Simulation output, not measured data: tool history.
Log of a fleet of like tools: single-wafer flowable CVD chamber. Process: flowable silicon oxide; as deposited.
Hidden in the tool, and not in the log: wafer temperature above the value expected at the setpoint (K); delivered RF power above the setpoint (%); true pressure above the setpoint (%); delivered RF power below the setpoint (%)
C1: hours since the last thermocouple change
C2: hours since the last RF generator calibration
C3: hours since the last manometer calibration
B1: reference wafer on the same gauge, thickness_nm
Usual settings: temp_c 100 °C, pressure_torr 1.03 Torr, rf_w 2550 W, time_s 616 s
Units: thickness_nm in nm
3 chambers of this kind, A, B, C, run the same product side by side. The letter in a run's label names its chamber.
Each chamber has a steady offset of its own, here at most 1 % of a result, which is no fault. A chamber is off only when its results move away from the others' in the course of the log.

{"run": "1C", "day": 0.392, "temp_c": 100, "pressure_torr": 1.03, "rf_w": 2550, "time_s": 616, "C1": 920.7, "C2": 177.9, "C3": 701.9, "B1": 558.12, "thickness_nm": 536.33}
{"run": "2B", "day": 0.833, "temp_c": 100, "pressure_torr": 1.03, "rf_w": 2550, "time_s": 616, "C1": 2466.8, "C2": 451.7, "C3": 178.6, "B1": 558.32, "thickness_nm": 538.3}
{"run": "3A", "day": 1.15, "temp_c": 100, "pressure_torr": 1.03, "rf_w": 2550, "time_s": 616, "C1": 1124.5, "C2": 356.2, "C3": 1597.2, "B1": 558.24, "thickness_nm": 530.1}
{"run": "4A", "day": 1.55, "temp_c": 100, "pressure_torr": 1.03, "rf_w": 2550, "time_s": 616, "C1": 1134.1, "C2": 365.8, "C3": 1606.8, "B1": 558.45, "thickness_nm": 532.01}
{"run": "5C", "day": 1.762, "temp_c": 100, "pressure_torr": 1.03, "rf_w": 2550, "time_s": 616, "C1": 953.6, "C2": 210.8, "C3": 734.8, "B1": 558.77, "thickness_nm": 535.09}
{"run": "6B", "day": 2.188, "temp_c": 89, "pressure_torr": 1.03, "rf_w": 2550, "time_s": 734, "C1": 2499.3, "C2": 484.2, "C3": 211.1, "B1": 558.72, "thickness_nm": 923.55}
{"run": "7A", "day": 2.604, "temp_c": 89, "pressure_torr": 1.03, "rf_w": 2550, "time_s": 734, "C1": 1159.4, "C2": 391.1, "C3": 1632.1, "B1": 559.09, "thickness_nm": 914.36}
{"run": "8C", "day": 2.992, "temp_c": 89, "pressure_torr": 1.03, "rf_w": 2550, "time_s": 734, "C1": 983.1, "C2": 240.3, "C3": 764.3, "B1": 558.88, "thickness_nm": 919.88}
{"run": "9B", "day": 3.396, "temp_c": 100, "pressure_torr": 1.03, "rf_w": 2550, "time_s": 616, "C1": 2528.3, "C2": 513.2, "C3": 240.1, "B1": 559.29, "thickness_nm": 538.77}
{"run": "10B", "day": 3.833, "temp_c": 100, "pressure_torr": 1.03, "rf_w": 2550, "time_s": 616, "C1": 2538.8, "C2": 523.7, "C3": 250.6, "B1": 559.29, "thickness_nm": 539.54}
{"run": "11A", "day": 4.133, "temp_c": 100, "pressure_torr": 1.27, "rf_w": 2550, "time_s": 706, "C1": 1196.1, "C2": 427.8, "C3": 1668.8, "B1": 559.39, "thickness_nm": 771.81}
{"run": "12C", "day": 4.338, "temp_c": 100, "pressure_torr": 1.27, "rf_w": 2550, "time_s": 706, "C1": 1015.4, "C2": 272.6, "C3": 796.6, "B1": 559.55, "thickness_nm": 782.97}
{"run": "13A", "day": 4.733, "temp_c": 100, "pressure_torr": 1.27, "rf_w": 2550, "time_s": 706, "C1": 1210.5, "C2": 442.2, "C3": 1683.2, "B1": 559.78, "thickness_nm": 772.56}
{"run": "14C", "day": 4.925, "temp_c": 100, "pressure_torr": 1.03, "rf_w": 2550, "time_s": 616, "C1": 1029.5, "C2": 286.7, "C3": 810.7, "B1": 559.54, "thickness_nm": 538.38}
{"run": "15B", "day": 5.221, "temp_c": 100, "pressure_torr": 1.03, "rf_w": 2550, "time_s": 616, "C1": 2572.1, "C2": 557.0, "C3": 283.9, "B1": 559.76, "thickness_nm": 538.22}
{"run": "16A", "day": 5.562, "temp_c": 100, "pressure_torr": 1.03, "rf_w": 2550, "time_s": 616, "C1": 1230.4, "C2": 462.1, "C3": 1703.1, "B1": 560.02, "thickness_nm": 531.36}
{"run": "17C", "day": 5.9, "temp_c": 100, "pressure_torr": 1.03, "rf_w": 2550, "time_s": 616, "C1": 1052.9, "C2": 310.1, "C3": 834.1, "B1": 559.95, "thickness_nm": 537.78}
{"run": "18B", "day": 6.333, "temp_c": 100, "pressure_torr": 1.03, "rf_w": 2550, "time_s": 616, "C1": 2598.8, "C2": 583.7, "C3": 310.6, "B1": 560.22, "thickness_nm": 537.56}
{"run": "19C", "day": 6.754, "temp_c": 100, "pressure_torr": 1.03, "rf_w": 2550, "time_s": 616, "C1": 1073.4, "C2": 330.6, "C3": 854.6, "B1": 560.29, "thickness_nm": 539.36}
{"run": "20A", "day": 7.042, "temp_c": 100, "pressure_torr": 1.03, "rf_w": 2550, "time_s": 616, "C1": 1265.9, "C2": 497.6, "C3": 1738.6, "B1": 560.54, "thickness_nm": 533.79}
{"day": 7.1, "done": "chamber B: thermocouple changed; heater temperature recalibrated"}
{"run": "21B", "day": 7.3, "temp_c": 100, "pressure_torr": 1.03, "rf_w": 2550, "time_s": 616, "C1": 4.8, "C2": 606.9, "C3": 333.8, "B1": 560.33, "thickness_nm": 539.62}
{"run": "22C", "day": 7.671, "temp_c": 100, "pressure_torr": 1.03, "rf_w": 2550, "time_s": 616, "C1": 1095.4, "C2": 352.6, "C3": 876.6, "B1": 560.38, "thickness_nm": 538.11}
{"run": "23A", "day": 7.904, "temp_c": 100, "pressure_torr": 1.03, "rf_w": 2550, "time_s": 616, "C1": 1286.6, "C2": 518.3, "C3": 1759.3, "B1": 560.65, "thickness_nm": 532.94}
{"run": "24B", "day": 8.096, "temp_c": 100, "pressure_torr": 1.03, "rf_w": 2550, "time_s": 616, "C1": 23.9, "C2": 626.0, "C3": 352.9, "B1": 560.62, "thickness_nm": 539.57}
{"run": "25B", "day": 8.362, "temp_c": 100, "pressure_torr": 1.03, "rf_w": 2550, "time_s": 616, "C1": 30.3, "C2": 632.4, "C3": 359.3, "B1": 560.73, "thickness_nm": 540.0}
{"run": "26A", "day": 8.808, "temp_c": 100, "pressure_torr": 1.03, "rf_w": 2550, "time_s": 616, "C1": 1308.3, "C2": 540.0, "C3": 1781.0, "B1": 561.08, "thickness_nm": 533.17}
{"run": "27C", "day": 9.1, "temp_c": 108, "pressure_torr": 1.16, "rf_w": 2550, "time_s": 616, "C1": 1129.7, "C2": 386.9, "C3": 910.9, "B1": 561.27, "thickness_nm": 471.8}

All 3 chambers run these settings next. Forecast each chamber's results:
{"run": "28A", "day": 9.417, "temp_c": 100, "pressure_torr": 1.03, "rf_w": 2550, "time_s": 616, "thickness_nm": "?"}
{"run": "28B", "day": 9.417, "temp_c": 100, "pressure_torr": 1.03, "rf_w": 2550, "time_s": 616, "thickness_nm": "?"}
{"run": "28C", "day": 9.417, "temp_c": 100, "pressure_torr": 1.03, "rf_w": 2550, "time_s": 616, "thickness_nm": "?"}

run=28A thickness_nm=533.60
run=28B thickness_nm=540.02
run=28C thickness_nm=539.07
